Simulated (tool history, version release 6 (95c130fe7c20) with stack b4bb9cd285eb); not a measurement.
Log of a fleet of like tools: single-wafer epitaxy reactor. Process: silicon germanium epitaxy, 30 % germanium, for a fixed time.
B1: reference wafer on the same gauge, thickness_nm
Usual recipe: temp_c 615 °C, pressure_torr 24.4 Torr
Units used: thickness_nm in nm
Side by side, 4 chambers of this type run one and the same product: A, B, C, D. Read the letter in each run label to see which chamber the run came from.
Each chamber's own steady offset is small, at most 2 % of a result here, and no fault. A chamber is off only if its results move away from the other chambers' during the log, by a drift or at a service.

run 1B hour=6.5 | temp_c=615 pressure_torr=24.4 | B1=87.835 | thickness_nm=84.271
run 2A hour=16.2 | temp_c=615 pressure_torr=24.4 | B1=87.82 | thickness_nm=83.517
run 3C hour=21.7 | temp_c=615 pressure_torr=24.4 | B1=87.868 | thickness_nm=82.57
run 4D hour=33.6 | temp_c=615 pressure_torr=24.4 | B1=87.897 | thickness_nm=84.199
run 5C hour=38.8 | temp_c=615 pressure_torr=24.4 | B1=87.893 | thickness_nm=82.499
run 6B hour=45.1 | temp_c=615 pressure_torr=28.3 | B1=87.929 | thickness_nm=89.394
run 7D hour=51.4 | temp_c=615 pressure_torr=28.3 | B1=87.917 | thickness_nm=89.664
run 8A hour=58.8 | temp_c=615 pressure_torr=28.3 | B1=87.939 | thickness_nm=88.845
run 9D hour=67 | temp_c=615 pressure_torr=28.3 | B1=87.951 | thickness_nm=89.513
run 10C hour=74.1 | temp_c=615 pressure_torr=24.4 | B1=87.998 | thickness_nm=82.432
run 11A hour=83.7 | temp_c=627 pressure_torr=30.3 | B1=88.062 | thickness_nm=112.59
run 12B hour=92.9 | temp_c=627 pressure_torr=30.3 | B1=88.09 | thickness_nm=114.22
run 13C hour=100 | temp_c=627 pressure_torr=30.3 | B1=88.084 | thickness_nm=111.12
run 14D hour=108.5 | temp_c=627 pressure_torr=30.3 | B1=88.072 | thickness_nm=113.86
run 15A hour=119.1 | temp_c=615 pressure_torr=24.4 | B1=88.122 | thickness_nm=83.84
run 16B hour=126.3 | temp_c=615 pressure_torr=24.4 | B1=88.131 | thickness_nm=84.827
run 17D hour=136.7 | temp_c=615 pressure_torr=24.4 | B1=88.143 | thickness_nm=84.55
run 18C hour=143.3 | temp_c=615 pressure_torr=24.4 | B1=88.186 | thickness_nm=82.837
run 19B hour=150 | temp_c=615 pressure_torr=24.4 | B1=88.173 | thickness_nm=84.546
run 20A hour=159.6 | temp_c=615 pressure_torr=24.4 | B1=88.209 | thickness_nm=84.081
run 21A hour=167.8 | temp_c=615 pressure_torr=24.4 | B1=88.275 | thickness_nm=84.12
run 22D hour=178 | temp_c=615 pressure_torr=24.4 | B1=88.278 | thickness_nm=84.735
run 23B hour=189.1 | temp_c=615 pressure_torr=24.4 | B1=88.304 | thickness_nm=84.844
run 24C hour=197.1 | temp_c=615 pressure_torr=24.4 | B1=88.341 | thickness_nm=82.955
run 25D hour=207 | temp_c=615 pressure_torr=24.4 | B1=88.363 | thickness_nm=84.695
run 26A hour=214.3 | temp_c=610 pressure_torr=20.2 | B1=88.371 | thickness_nm=71.357

Each of the 4 chambers runs these same settings next. Fill in every chamber's results:
run 27A hour=222.8 | temp_c=615 pressure_torr=24.4 | thickness_nm=?
run 27B hour=222.8 | temp_c=615 pressure_torr=24.4 | thickness_nm=?
run 27C hour=222.8 | temp_c=615 pressure_torr=24.4 | thickness_nm=?
run 27D hour=222.8 | temp_c=615 pressure_torr=24.4 | thickness_nm=?

run=27A thickness_nm=84.158
run=27B thickness_nm=84.698
run=27C thickness_nm=83.028
run=27D thickness_nm=84.987
